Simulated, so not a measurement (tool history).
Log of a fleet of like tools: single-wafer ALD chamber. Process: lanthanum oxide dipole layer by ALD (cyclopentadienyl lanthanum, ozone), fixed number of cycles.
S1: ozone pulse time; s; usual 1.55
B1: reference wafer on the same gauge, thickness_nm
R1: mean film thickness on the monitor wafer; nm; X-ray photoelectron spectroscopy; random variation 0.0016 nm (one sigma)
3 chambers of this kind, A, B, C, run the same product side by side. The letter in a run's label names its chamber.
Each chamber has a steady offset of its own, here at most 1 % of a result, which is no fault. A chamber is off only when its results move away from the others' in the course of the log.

run   hour    S1       B1       R1
 1C    7.4  1.55  0.53919  0.54675
 2A   12.8  1.55  0.53894  0.55277
 3B   19.1  1.55  0.53916  0.54798
 4C   26.5  1.55  0.53907  0.54627
 5B   30.4  1.55  0.53888  0.54751
 6A   38.0  1.55  0.53931  0.54973
 7A   43.4  1.55  0.53846  0.54820
 8B   49.5  1.55  0.53896  0.54504
 9C   53.7  1.55  0.53891  0.54751
10C   58.6  1.55  0.53914  0.54690
11A   63.4  1.55  0.53909  0.55214
12B   68.1  1.55  0.53897  0.54888
13C   73.4  1.55  0.53875  0.54381
14A   77.0  1.55  0.53902  0.55215
15B   84.0  1.30  0.53885  0.53231
16A   90.9  1.30  0.53910  0.53182
17B   97.0  1.30  0.53916  0.53023
18C  101.1  1.55  0.53909  0.54754
19A  106.2  1.08  0.53865  0.51159
20B  112.4  1.08  0.53884  0.50585
21C  115.9  1.08  0.53903  0.50370
22B  120.8  1.55  0.53854  0.54859
23A  124.3  1.55  0.53859  0.54904
24C  129.6  1.55  0.53942  0.54691
25A  133.2  1.55  0.53892  0.54738
26C  139.4  1.55  0.53875  0.54754
27B  145.6  1.18  0.53920  0.52074
28A  153.0  1.18  0.53943  0.51823
29B  157.4  1.18  0.53929  0.51831
30C  163.5  1.55  0.53878  0.54786
31C  167.3  1.55  0.53909  0.54508
32B  171.7  1.55  0.53889  0.54615
33A  175.2  1.55  0.53932  0.54919
34C  180.8  1.55  0.53902  0.54545
35B  187.2  2.11  0.53919  0.56546
36A  190.7  2.11  0.53871  0.56853
37C  195.2  2.11  0.53880  0.56437

What goes on in this fleet: one chamber off, a drifting gauge, or nothing beyond the chambers' own small offsets? Name the chamber and the cause, if any.

No chamber stands off beyond its own small offset, and the gauge holds steady.

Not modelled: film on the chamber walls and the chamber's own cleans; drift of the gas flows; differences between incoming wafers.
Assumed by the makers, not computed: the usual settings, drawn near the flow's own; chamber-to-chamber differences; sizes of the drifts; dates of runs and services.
